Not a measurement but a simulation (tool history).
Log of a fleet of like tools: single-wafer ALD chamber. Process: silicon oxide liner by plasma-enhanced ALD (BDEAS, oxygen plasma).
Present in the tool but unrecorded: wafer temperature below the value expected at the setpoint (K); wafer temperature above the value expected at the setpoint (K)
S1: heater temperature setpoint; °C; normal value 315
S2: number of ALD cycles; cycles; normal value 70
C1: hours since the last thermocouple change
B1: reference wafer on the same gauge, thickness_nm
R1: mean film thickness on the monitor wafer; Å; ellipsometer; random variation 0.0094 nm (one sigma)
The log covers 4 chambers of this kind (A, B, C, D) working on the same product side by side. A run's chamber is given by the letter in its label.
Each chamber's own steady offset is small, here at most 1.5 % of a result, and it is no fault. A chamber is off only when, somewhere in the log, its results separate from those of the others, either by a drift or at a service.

run,hour,S1,S2,C1,B1,R1
1A,8.9,315,70,1055.4,7.2123,64.049
2C,18.7,315,70,1863.1,7.2063,63.741
3B,23.7,315,70,580.1,7.2044,63.437
4D,29.0,315,70,1213.6,7.2027,62.955
5C,36.4,315,70,1880.8,7.2016,63.673
6B,46.3,315,70,602.7,7.1994,63.540
7D,51.0,315,70,1235.6,7.1974,62.912
8A,58.2,315,70,1104.7,7.2001,64.307
9B,65.8,315,70,622.2,7.1946,63.236
10C,70.2,315,70,1914.6,7.1941,63.571
11A,75.6,315,70,1122.1,7.1939,64.160
12D,81.1,315,70,1265.7,7.1921,62.964
13A,86.0,315,70,1132.5,7.1926,64.241
14C,93.1,315,70,1937.5,7.1903,63.656
15B,100.2,315,70,656.6,7.1902,63.306
16D,104.8,315,70,1289.4,7.1887,62.858
17C,110.5,315,70,1954.9,7.1844,63.648
18B,116.5,315,70,672.9,7.1843,63.266
19A,122.4,315,58,1168.9,7.1834,53.215
20D,130.3,315,58,1314.9,7.1809,52.043
21C,139.9,315,58,1984.3,7.1801,52.649
22A,145.2,315,58,1191.7,7.1754,52.940
23D,154.2,315,70,1338.8,7.1756,62.722
24B,161.3,315,70,717.7,7.1719,63.121
25B,167.3,326,75,723.7,7.1751,66.736
26C,174.8,326,75,2019.2,7.1707,66.875
27D,182.7,326,75,1367.3,7.1703,65.980
28A,191.0,326,75,1237.5,7.1693,67.464

Next, all 4 chambers run the settings below, one line each with question marks for the results. What does each chamber give?
29A,198.1,315,56,,,?
29B,198.1,315,56,,,?
29C,198.1,315,56,,,?
29D,198.1,315,56,,,?

run,R1
29A,51.265
29B,50.454
29C,50.676
29D,50.034
